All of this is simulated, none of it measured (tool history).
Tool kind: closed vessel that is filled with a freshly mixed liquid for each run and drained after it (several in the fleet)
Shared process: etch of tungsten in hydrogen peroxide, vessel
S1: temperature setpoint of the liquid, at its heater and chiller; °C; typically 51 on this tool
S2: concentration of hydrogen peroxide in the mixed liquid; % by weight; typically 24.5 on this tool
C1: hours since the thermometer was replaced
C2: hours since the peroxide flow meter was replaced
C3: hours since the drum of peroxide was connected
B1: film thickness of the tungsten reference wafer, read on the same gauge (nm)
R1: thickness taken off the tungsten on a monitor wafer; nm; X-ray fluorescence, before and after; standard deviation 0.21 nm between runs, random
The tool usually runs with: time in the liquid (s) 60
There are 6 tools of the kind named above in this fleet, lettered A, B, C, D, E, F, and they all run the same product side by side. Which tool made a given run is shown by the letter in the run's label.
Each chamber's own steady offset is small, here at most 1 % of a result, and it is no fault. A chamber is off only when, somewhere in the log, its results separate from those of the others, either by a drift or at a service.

-- day=0.079 chamber F: new drum of peroxide connected
run 1A day=0.396 | S1=51 S2=24.5 time_in_the_liquid_(s)=60 | C1=571.7 C2=1017.1 C3=185.5 | B1=149.99 | R1=59.716
run 2F day=0.921 | S1=51 S2=24.5 time_in_the_liquid_(s)=60 | C1=169.4 C2=153.6 C3=20.2 | B1=149.98 | R1=59.693
run 3D day=1.204 | S1=51 S2=24.5 time_in_the_liquid_(s)=60 | C1=1934.2 C2=1720.7 C3=616.1 | B1=149.99 | R1=59.416
run 4B day=1.604 | S1=51 S2=24.5 time_in_the_liquid_(s)=60 | C1=340.3 C2=594.3 C3=422.5 | B1=149.99 | R1=59.199
run 5C day=1.883 | S1=51 S2=24.5 time_in_the_liquid_(s)=60 | C1=337.1 C2=267.1 C3=244.7 | B1=149.95 | R1=60.22
run 6E day=2.212 | S1=54.5 S2=30 time_in_the_liquid_(s)=60 | C1=676.7 C2=324.4 C3=395.4 | B1=149.98 | R1=81.729
run 7A day=2.688 | S1=54.5 S2=30 time_in_the_liquid_(s)=60 | C1=626.7 C2=1072.1 C3=240.5 | B1=149.98 | R1=81.457
run 8D day=3.004 | S1=54.5 S2=30 time_in_the_liquid_(s)=60 | C1=1977.4 C2=1763.9 C3=659.3 | B1=149.98 | R1=81.306
-- day=3.196 chamber B: peroxide flow meter replaced
run 9B day=3.504 | S1=54.5 S2=30 time_in_the_liquid_(s)=60 | C1=385.9 C2=7.5 C3=468.1 | B1=150.01 | R1=81.194
run 10F day=3.758 | S1=54.5 S2=30 time_in_the_liquid_(s)=60 | C1=237.5 C2=221.7 C3=88.3 | B1=150 | R1=81.653
run 11C day=4.329 | S1=54.5 S2=30 time_in_the_liquid_(s)=60 | C1=395.8 C2=325.8 C3=303.4 | B1=149.99 | R1=82.228
run 12E day=4.671 | S1=51 S2=24.5 time_in_the_liquid_(s)=60 | C1=735.7 C2=383.4 C3=454.4 | B1=150 | R1=59.596
run 13E day=5.162 | S1=51 S2=24.5 time_in_the_liquid_(s)=60 | C1=747.5 C2=395.2 C3=466.2 | B1=149.99 | R1=59.587
run 14C day=5.483 | S1=51 S2=24.5 time_in_the_liquid_(s)=60 | C1=423.5 C2=353.5 C3=331.1 | B1=150.01 | R1=59.83
-- day=5.525 chamber E: new drum of peroxide connected
run 15A day=5.908 | S1=51 S2=24.5 time_in_the_liquid_(s)=60 | C1=704 C2=1149.4 C3=317.8 | B1=150.03 | R1=59.055
run 16D day=6.329 | S1=51 S2=24.5 time_in_the_liquid_(s)=60 | C1=2057.2 C2=1843.7 C3=739.1 | B1=150.01 | R1=59.656
run 17B day=6.625 | S1=51 S2=24.5 time_in_the_liquid_(s)=60 | C1=460.8 C2=82.4 C3=543 | B1=150 | R1=59.32
run 18F day=6.983 | S1=51 S2=24.5 time_in_the_liquid_(s)=60 | C1=314.9 C2=299.1 C3=165.7 | B1=150.01 | R1=59.245
run 19B day=7.342 | S1=51 S2=24.5 time_in_the_liquid_(s)=60 | C1=478 C2=99.6 C3=560.2 | B1=149.99 | R1=59.09
run 20D day=7.717 | S1=43.5 S2=24.5 time_in_the_liquid_(s)=60 | C1=2090.5 C2=1877 C3=772.4 | B1=149.98 | R1=37.477
run 21A day=8.117 | S1=43.5 S2=24.5 time_in_the_liquid_(s)=60 | C1=757 C2=1202.4 C3=370.8 | B1=150.02 | R1=36.773
run 22C day=8.429 | S1=43.5 S2=24.5 time_in_the_liquid_(s)=60 | C1=494.2 C2=424.2 C3=401.8 | B1=150 | R1=37.327
run 23F day=8.692 | S1=43.5 S2=24.5 time_in_the_liquid_(s)=60 | C1=355.9 C2=340.1 C3=206.7 | B1=150.02 | R1=37.377
run 24E day=9.038 | S1=43.5 S2=24.5 time_in_the_liquid_(s)=60 | C1=840.5 C2=488.2 C3=84.3 | B1=150.01 | R1=37.164
run 25F day=9.317 | S1=43.5 S2=24.5 time_in_the_liquid_(s)=60 | C1=370.9 C2=355.1 C3=221.7 | B1=150.03 | R1=37.171
run 26C day=9.6 | S1=51 S2=28.5 time_in_the_liquid_(s)=50 | C1=522.3 C2=452.3 C3=429.9 | B1=149.98 | R1=53.844
-- day=9.621 chamber D: peroxide flow meter replaced
run 27B day=9.971 | S1=51 S2=28.5 time_in_the_liquid_(s)=50 | C1=541.1 C2=162.7 C3=623.3 | B1=150.02 | R1=53.449
run 28E day=10.279 | S1=51 S2=28.5 time_in_the_liquid_(s)=50 | C1=870.3 C2=518 C3=114.1 | B1=150.01 | R1=53.68
run 29A day=10.8 | S1=51 S2=28.5 time_in_the_liquid_(s)=50 | C1=821.4 C2=1266.8 C3=435.2 | B1=149.99 | R1=52.651
run 30D day=11.075 | S1=51 S2=28.5 time_in_the_liquid_(s)=50 | C1=2171.1 C2=34.9 C3=853 | B1=150 | R1=53.312
run 31F day=11.567 | S1=51 S2=28.5 time_in_the_liquid_(s)=50 | C1=424.9 C2=409.1 C3=275.7 | B1=150.01 | R1=53.379
-- day=11.942 chamber E: thermometer replaced
run 32D day=11.996 | S1=51 S2=24.5 time_in_the_liquid_(s)=60 | C1=2193.2 C2=57 C3=875.1 | B1=150.03 | R1=59.577
run 33E day=12.342 | S1=55.5 S2=24.5 time_in_the_liquid_(s)=60 | C1=9.6 C2=567.5 C3=163.6 | B1=150 | R1=78.498
run 34C day=12.662 | S1=55.5 S2=24.5 time_in_the_liquid_(s)=60 | C1=595.8 C2=525.8 C3=503.4 | B1=149.98 | R1=78.013
-- day=12.871 chamber F: peroxide flow meter replaced
run 35A day=13.046 | S1=55.5 S2=24.5 time_in_the_liquid_(s)=60 | C1=875.3 C2=1320.7 C3=489.1 | B1=149.98 | R1=76.043
run 36B day=13.5 | S1=55.5 S2=24.5 time_in_the_liquid_(s)=60 | C1=625.8 C2=247.4 C3=708 | B1=150.01 | R1=78.049
run 37F day=13.8 | S1=55.5 S2=24.5 time_in_the_liquid_(s)=60 | C1=478.5 C2=22.4 C3=329.3 | B1=149.99 | R1=77.708
run 38A day=14.238 | S1=55.5 S2=24.5 time_in_the_liquid_(s)=60 | C1=903.9 C2=1349.3 C3=517.7 | B1=150 | R1=76.561
run 39C day=14.808 | S1=51 S2=24.5 time_in_the_liquid_(s)=60 | C1=647.3 C2=577.3 C3=554.9 | B1=149.99 | R1=60.138
run 40D day=15.267 | S1=51 S2=24.5 time_in_the_liquid_(s)=60 | C1=2271.7 C2=135.5 C3=953.6 | B1=150.04 | R1=59.434
run 41E day=15.567 | S1=51 S2=24.5 time_in_the_liquid_(s)=60 | C1=87 C2=644.9 C3=241 | B1=149.96 | R1=59.632
run 42B day=16.071 | S1=51 S2=24.5 time_in_the_liquid_(s)=60 | C1=687.5 C2=309.1 C3=769.7 | B1=149.99 | R1=59.24
run 43E day=16.538 | S1=51 S2=24.5 time_in_the_liquid_(s)=60 | C1=110.3 C2=668.2 C3=264.3 | B1=150.02 | R1=59.561
run 44B day=17.021 | S1=51 S2=24.5 time_in_the_liquid_(s)=60 | C1=710.3 C2=331.9 C3=792.5 | B1=149.99 | R1=59.04

Next, every chamber runs the same settings. What will each give?
run 45A day=17.438 | S1=48 S2=24.5 time_in_the_liquid_(s)=60 | R1=?
run 45B day=17.438 | S1=48 S2=24.5 time_in_the_liquid_(s)=60 | R1=?
run 45C day=17.438 | S1=48 S2=24.5 time_in_the_liquid_(s)=60 | R1=?
run 45D day=17.438 | S1=48 S2=24.5 time_in_the_liquid_(s)=60 | R1=?
run 45E day=17.438 | S1=48 S2=24.5 time_in_the_liquid_(s)=60 | R1=?
run 45F day=17.438 | S1=48 S2=24.5 time_in_the_liquid_(s)=60 | R1=?

run=45A R1=47.844
run=45B R1=49.18
run=45C R1=49.908
run=45D R1=50.186
run=45E R1=49.481
run=45F R1=49.578
